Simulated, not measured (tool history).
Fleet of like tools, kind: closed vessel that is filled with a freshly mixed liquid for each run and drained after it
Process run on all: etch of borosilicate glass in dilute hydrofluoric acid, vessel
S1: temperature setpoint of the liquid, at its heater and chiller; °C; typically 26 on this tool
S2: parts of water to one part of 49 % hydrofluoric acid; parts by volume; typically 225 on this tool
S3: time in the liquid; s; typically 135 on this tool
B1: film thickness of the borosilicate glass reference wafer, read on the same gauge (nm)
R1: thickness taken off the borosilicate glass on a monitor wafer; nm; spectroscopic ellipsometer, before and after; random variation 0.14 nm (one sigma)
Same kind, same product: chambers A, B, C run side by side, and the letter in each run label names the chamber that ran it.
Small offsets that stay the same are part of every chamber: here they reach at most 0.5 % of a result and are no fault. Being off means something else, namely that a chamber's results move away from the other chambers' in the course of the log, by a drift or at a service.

| run | hour | S1 | S2 | S3 | B1 | R1 |
|---|---|---|---|---|---|---|
| 1B | 8.8 | 26 | 225 | 135 | 69.993 | 27.73 |
| 2A | 13.4 | 26 | 225 | 135 | 69.951 | 27.91 |
| 3C | 22.7 | 26 | 225 | 135 | 70.012 | 27.838 |
| 4C | 30.5 | 26 | 225 | 135 | 69.98 | 27.807 |
| 5B | 34.7 | 22 | 280 | 135 | 70.033 | 18.376 |
| 6A | 39.6 | 22 | 280 | 135 | 70.002 | 18.304 |
| 7B | 43.9 | 22 | 280 | 135 | 70.041 | 18.356 |
| 8A | 49 | 26 | 225 | 135 | 70 | 27.544 |
| 9C | 57.9 | 26 | 225 | 135 | 69.969 | 27.905 |
| 10B | 67.6 | 26 | 225 | 135 | 70.055 | 27.684 |
| 11C | 75.1 | 26 | 225 | 135 | 69.985 | 28.12 |
| 12A | 79.7 | 26 | 225 | 135 | 70.031 | 27.839 |
| 13C | 83.9 | 26 | 225 | 135 | 70.025 | 27.863 |
| 14A | 92 | 26 | 225 | 135 | 69.994 | 27.799 |
| 15B | 101.6 | 26 | 225 | 135 | 69.97 | 27.957 |
| 16C | 106.8 | 28.5 | 225 | 190 | 69.979 | 42.832 |
| 17A | 113 | 28.5 | 225 | 190 | 70.002 | 42.92 |
| 18B | 119.8 | 28.5 | 225 | 190 | 70.022 | 42.939 |
| 19C | 127.2 | 22.5 | 225 | 135 | 70.032 | 24.909 |
| 20A | 132 | 22.5 | 225 | 135 | 70.011 | 24.483 |
| 21B | 137.3 | 22.5 | 225 | 135 | 70.005 | 24.321 |
| 22B | 145.7 | 26 | 225 | 135 | 70.006 | 27.882 |
| 23C | 151.2 | 26 | 225 | 135 | 70.007 | 28.544 |
| 24A | 157.6 | 26 | 225 | 135 | 69.995 | 27.571 |
| 25A | 162.3 | 26 | 225 | 135 | 70.004 | 27.936 |
| 26B | 168.5 | 26 | 225 | 135 | 70.025 | 27.998 |
| 27C | 177.1 | 26 | 225 | 135 | 70.04 | 28.508 |
| 28C | 184.8 | 26 | 225 | 135 | 69.996 | 28.736 |
| 29B | 190.4 | 26 | 225 | 135 | 70.038 | 27.593 |
| 30A | 200.2 | 21 | 225 | 170 | 70.001 | 28.988 |
| 31C | 205.4 | 21 | 225 | 170 | 70.011 | 30.603 |
| 32B | 210.2 | 21 | 225 | 170 | 70.009 | 29.291 |
| 33A | 214.5 | 26 | 225 | 135 | 69.994 | 27.534 |
| 34A | 223.5 | 26 | 225 | 135 | 70.018 | 28.124 |
| 35C | 227.8 | 26 | 225 | 135 | 70.025 | 29.417 |
| 36B | 233.9 | 26 | 225 | 135 | 70.043 | 28.044 |
| 37C | 242.1 | 26 | 260 | 135 | 69.984 | 24.57 |
| 38A | 249.5 | 26 | 260 | 135 | 69.99 | 23.368 |
| 39B | 254.1 | 26 | 260 | 135 | 69.988 | 23.172 |
| 40A | 258.8 | 30.5 | 225 | 170 | 69.984 | 40.868 |
| 41C | 263.6 | 30.5 | 225 | 170 | 70.02 | 43.801 |
| 42B | 272 | 30.5 | 225 | 170 | 69.992 | 40.807 |

Is one chamber off against the others, does the gauge drift, or is nothing wrong? If a chamber is off, say which, and what the likeliest cause is.

It is chamber C that slowly wanders off from its peers.
Most likely cause: hydrofluoric acid flow above the setpoint (%) = 5.56.
The log might look much the same if the cause were instead: liquid hotter than its thermometer reads (K).

Below are 4 candidate recipes for chamber C's next run, each the usual settings with a change, their results shown as question marks. Which of them brings C's results back in line with what the other chambers give on the usual settings?
In line means no further than this from the other chambers' mean on the usual settings: R1 0.49 nm
| 43C-1 | 279 | 26 | 230 | 130 |  | ? |
| 43C-2 | 279 | 26 | 225 | 145 |  | ? |
| 43C-3 | 279 | 26 | 230 | 135 |  | ? |
| 43C-4 | 279 | 26 | 220 | 135 |  | ? |

Usual-settings mean across the other chambers: R1 27.859 nm
| run | R1 |
|---|---|
| 43C-1 | 27.976 |
| 43C-2 | 32.071 |
| 43C-3 | 29.052 |
| 43C-4 | 30.703 |
43C-1 puts the chamber back in line with the other chambers.

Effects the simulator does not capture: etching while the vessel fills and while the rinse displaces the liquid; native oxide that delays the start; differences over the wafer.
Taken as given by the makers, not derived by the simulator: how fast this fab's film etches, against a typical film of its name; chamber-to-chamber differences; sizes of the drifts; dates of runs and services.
